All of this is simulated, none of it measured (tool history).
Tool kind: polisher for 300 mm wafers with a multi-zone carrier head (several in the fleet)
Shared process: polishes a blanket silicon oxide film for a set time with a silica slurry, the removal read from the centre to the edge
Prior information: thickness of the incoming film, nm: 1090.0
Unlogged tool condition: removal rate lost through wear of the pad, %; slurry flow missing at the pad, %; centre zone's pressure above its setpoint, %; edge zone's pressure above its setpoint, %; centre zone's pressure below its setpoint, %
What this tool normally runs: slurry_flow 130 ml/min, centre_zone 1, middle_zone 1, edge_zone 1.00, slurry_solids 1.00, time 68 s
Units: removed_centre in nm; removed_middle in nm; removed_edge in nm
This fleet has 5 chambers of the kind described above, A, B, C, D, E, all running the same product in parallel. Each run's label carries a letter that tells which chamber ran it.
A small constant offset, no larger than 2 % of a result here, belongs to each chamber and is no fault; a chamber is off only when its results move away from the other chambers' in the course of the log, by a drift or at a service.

run	hour	slurry_flow	centre_zone	middle_zone	edge_zone	slurry_solids	time	wafers polished on this pad	hours since the slurry nozzle was cleaned	hours since the centre zone pressure was calibrated	hours since the edge zone pressure was calibrated	removed_centre	removed_middle	removed_edge
1E	6.7	130	1	1	1.00	1.00	68	46	15.2	255.9	596.9	310.79	306.31	305.38
2D	14.0	130	1	1	1.00	1.00	68	120	71.4	421.5	152.3	296.22	303.54	297.26
3B	26.7	130	1	1	1.00	1.00	68	967	377.3	401.8	1197.1	301.58	299.62	297.99
# hour 27.5: chamber A: centre zone pressure recalibrated
4A	38.8	130	1	1	1.00	1.00	68	591	91.3	11.4	401.5	299.89	305.82	297.67
# hour 50.7: chamber A: worn pad replaced by a new one
5C	50.7	130	1	1	1.00	1.00	68	570	605.5	58.3	252.0	300.92	304.41	306.22
# hour 53.0: chamber B: worn pad replaced by a new one
6B	57.9	130	1	1	1.00	1.00	68	27	408.5	433.0	1228.3	303.39	296.82	298.08
7A	66.2	130	1	1	1.00	1.15	68	87	118.7	38.8	428.9	328.02	321.63	317.40
8D	76.7	130	1	1	1.00	1.15	68	471	134.1	484.2	215.0	315.60	316.82	323.89
# hour 82.1: chamber C: worn pad replaced by a new one
9E	82.7	130	1	1	1.00	1.15	68	471	91.2	331.9	672.9	327.09	325.41	323.00
# hour 87.4: chamber B: edge zone pressure recalibrated
10C	90.0	130	1	1	1.00	1.15	68	44	644.8	97.6	291.3	317.60	318.26	324.71
11B	97.0	130	1	1	1.00	1.15	68	246	447.6	472.1	9.7	321.59	318.17	317.82
12C	110.2	130	1	1	1.00	1.00	68	157	665.0	117.8	311.5	300.82	304.93	302.48
13D	117.3	130	1	1	1.00	1.00	68	698	174.7	524.8	255.6	296.71	302.99	306.84
14E	128.1	130	1	1	1.00	1.00	68	726	136.6	377.3	718.3	307.16	302.38	299.02
15A	134.7	130	1	1	1.09	1.00	68	471	187.2	107.3	497.4	302.45	303.10	311.66
16C	142.0	130	1	1	1.09	1.00	68	335	696.8	149.6	343.3	296.43	304.10	315.63
# hour 144.2: chamber A: worn pad replaced by a new one
17D	150.8	130	1	1	1.09	1.00	68	886	208.2	558.3	289.1	301.08	303.03	316.49
18A	159.1	130	1	1	1.09	1.00	68	83	211.6	131.7	521.8	309.74	304.72	316.32
19E	168.3	130	1	1	1.09	1.00	68	951	176.8	417.5	758.5	304.08	302.14	316.01
20B	177.7	130	1	1	1.00	1.00	68	698	528.3	552.8	90.4	298.84	300.94	301.03
# hour 183.1: chamber B: slurry nozzle cleaned
21A	185.4	130	1	1	1.00	1.00	68	231	237.9	158.0	548.1	297.72	304.68	295.50
# hour 187.2: chamber D: worn pad replaced by a new one
# hour 188.5: chamber C: slurry nozzle cleaned
22E	194.8	130	1	1	1.00	1.00	68	1099	203.3	444.0	785.0	304.86	305.44	304.60
# hour 207.3: chamber E: worn pad replaced by a new one
23D	208.4	130	1	1	1.00	1.00	68	119	265.8	615.9	346.7	293.38	302.59	302.45
24B	215.1	130	1	1	1.00	1.00	68	908	32.0	590.2	127.8	295.19	305.23	296.26
# hour 221.0: chamber C: worn pad replaced by a new one
25C	223.1	130	1	1	1.00	1.00	68	11	34.6	230.7	424.4	301.24	303.39	309.16
# hour 234.0: chamber B: worn pad replaced by a new one
26C	234.6	130	1	1	1.00	1.00	68	76	46.1	242.2	435.9	306.13	305.77	307.62
# hour 240.8: chamber C: edge zone pressure recalibrated
# hour 245.5: chamber D: edge zone pressure recalibrated
# hour 246.2: chamber A: worn pad replaced by a new one
27B	247.2	130	1	1	1.00	1.00	68	74	64.1	622.3	159.9	286.45	299.83	297.51
28E	260.0	85	1	1	1.00	1.15	68	295	268.5	509.2	850.2	286.62	287.62	297.61
29D	270.3	85	1	1	1.00	1.15	68	465	327.7	677.8	24.8	278.06	287.41	296.55
30A	277.1	85	1	1	1.00	1.15	68	173	329.6	249.7	639.8	285.94	288.06	292.37
# hour 278.5: chamber D: centre zone pressure recalibrated
31A	284.4	85	1	1	1.00	1.15	68	214	336.9	257.0	647.1	284.96	290.35	293.38
32D	291.7	85	1	1	1.00	1.15	68	585	349.1	13.2	46.2	280.73	285.20	296.52
33B	299.1	130	1	1	1.00	1.00	68	365	116.0	674.2	211.8	276.12	298.99	302.18
# hour 299.4: chamber E: slurry nozzle cleaned
34E	307.4	130	1	1	1.00	1.25	68	560	8.0	556.6	897.6	338.39	336.46	332.54
35C	318.4	130	1	1	1.00	1.25	68	545	129.9	326.0	77.6	329.33	335.98	334.11
# hour 322.6: chamber A: edge zone pressure recalibrated
36A	328.5	130	1	1	1.00	1.25	68	461	381.0	301.1	6.0	331.43	333.48	329.51
37E	334.5	130	1	1	1.00	1.25	68	712	35.1	583.7	924.7	332.83	336.20	334.11
38C	345.3	130	1	1	1.00	1.25	68	696	156.8	352.9	104.5	330.54	334.22	335.75
39B	352.5	130	1	1	1.00	1.00	68	664	169.4	727.6	265.2	270.62	301.52	296.78
40D	359.9	130	1	1	1.00	1.00	68	967	417.3	81.4	114.4	296.39	302.08	300.93
41C	368.5	130	1	1	1.00	1.00	68	826	180.0	376.1	127.7	300.67	300.06	304.78

Has any chamber moved away from the others, gradually or after a service, or does the common gauge drift, or do the chambers differ only by their own small steady offsets? State the chamber and the most likely cause if one applies.

Chamber B drifts away from the others.
Likeliest cause: centre zone's pressure below its setpoint, % = 12.6.

Chamber B could run next with any of the 4 candidate recipes listed below; each alters the usual settings, and their results appear as question marks. Which one brings its results back in line with what the other chambers deliver on the usual settings?
Maximum distance from the other chambers' mean on the usual settings for a result to count as in line: removed_centre 12.00 nm; removed_middle 7.50 nm; removed_edge 9.30 nm
42B-1	378.2	120	0.90	1.02	1.03	1.00	67					?	?	?
42B-2	378.2	125	0.97	1.01	1.01	1.00	68					?	?	?
42B-3	378.2	135	1.03	0.99	0.99	1.00	68					?	?	?
42B-4	378.2	140	1.10	0.98	0.97	1.00	69					?	?	?

Average result of the remaining chambers running the usual settings: removed_centre 302.31 nm; removed_middle 303.62 nm; removed_edge 301.57 nm
run	removed_centre	removed_middle	removed_edge
42B-1	223.26	295.58	293.62
42B-2	249.22	299.99	296.90
42B-3	271.62	299.41	297.36
42B-4	299.02	303.16	300.17
42B-4 puts the chamber back in line with the other chambers.
